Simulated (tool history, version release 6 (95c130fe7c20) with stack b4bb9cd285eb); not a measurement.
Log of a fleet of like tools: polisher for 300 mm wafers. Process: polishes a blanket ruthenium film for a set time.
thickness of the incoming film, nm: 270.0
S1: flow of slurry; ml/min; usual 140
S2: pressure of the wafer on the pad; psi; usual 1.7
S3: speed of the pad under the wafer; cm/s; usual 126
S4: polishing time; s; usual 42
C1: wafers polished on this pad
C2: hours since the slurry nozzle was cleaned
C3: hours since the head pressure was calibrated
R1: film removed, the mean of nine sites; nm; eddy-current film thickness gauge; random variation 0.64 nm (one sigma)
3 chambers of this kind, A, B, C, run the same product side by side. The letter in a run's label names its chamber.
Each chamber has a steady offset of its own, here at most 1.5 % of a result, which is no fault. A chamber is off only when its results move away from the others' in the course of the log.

run,hour,S1,S2,S3,S4,C1,C2,C3,R1
1B,10.1,140,1.7,126,42,509,813,226.3,55.172
# hour 17.8: chamber C: worn pad replaced by a new one
2A,17.9,140,1.7,126,42,629,167.3,1321.9,56.401
3C,28.8,140,1.7,126,42,182,326.2,152.4,56.737
4B,40.2,140,1.7,126,42,1006,843.1,256.4,56.69
# hour 43.6: chamber B: worn pad replaced by a new one
5A,46.3,140,1.7,126,42,1098,195.7,1350.3,56.692
6C,55,140,1.7,126,42,615,352.4,178.6,55.765
7B,61.8,140,1.7,126,42,301,864.7,278,55.773
8C,70.2,140,1.7,126,42,866,367.6,193.8,57.654
# hour 75.7: chamber C: worn pad replaced by a new one
9A,77.5,170,1.7,126,32,1613,226.9,1381.5,43.912
10A,84.8,170,1.7,126,32,1733,234.2,1388.8,42.744
# hour 89.9: chamber A: head pressure recalibrated
11B,95.1,170,1.7,126,32,851,898,311.3,43.676
12C,103,140,1.7,126,42,451,400.4,226.6,56.272
# hour 107.5: chamber B: worn pad replaced by a new one
13A,115,140,1.7,126,42,2232,264.4,25.2,54.602
# hour 121.8: chamber B: slurry nozzle cleaned
14C,122.7,140,1.7,126,42,777,420.1,246.3,57.147
15B,133.7,140,1.7,126,42,433,12,349.9,56.777
# hour 134.1: chamber C: worn pad replaced by a new one
16C,145.3,140,1.7,126,42,185,442.7,268.9,55.692
17B,154.7,140,1.7,126,42,779,33,370.9,55.568
18A,167.4,140,1.7,126,42,3097,316.8,77.6,51.908
# hour 168.1: chamber B: worn pad replaced by a new one
19B,178.7,140,1.7,126,42,176,57,394.9,56.402
# hour 180.6: chamber C: worn pad replaced by a new one
20A,188.6,140,1.7,126,42,3447,338,98.8,51.236
21C,199.4,140,1.7,126,42,310,496.8,323,55.267
22A,205.5,140,1.7,126,42,3726,354.9,115.7,50.77
23C,212.1,140,1.7,126,42,520,509.5,335.7,56.457
24B,223.3,140,1.7,126,42,912,101.6,439.5,55.714
25A,230.2,140,1.7,126,42,4134,379.6,140.4,50.34

What goes on in this fleet: one chamber off, a drifting gauge, or nothing beyond the chambers' own small offsets? Name the chamber and the cause, if any.

Chamber A drifts away from the others.
Cause: removal rate lost through wear of the pad, % = 12.
The log may not tell that from: slurry flow missing at the pad, %.

Here are 4 candidates for chamber A's next run, each the usual settings with a change, their results left as question marks. Which one brings its results back in line with what the others give on the usual settings?
In line means no further than this from the other chambers' mean on the usual settings: R1 2.3 nm
26A-1,239.6,140,1.7,126,44,,,,?
26A-2,239.6,140,1.7,120,42,,,,?
26A-3,239.6,140,1.7,118,39,,,,?
26A-4,239.6,140,1.8,134,42,,,,?

The other chambers' mean on the usual settings: R1 56.588 nm
run,R1
26A-1,51.942
26A-2,47.193
26A-3,43.083
26A-4,55.835
26A-4 brings the chamber back in line.
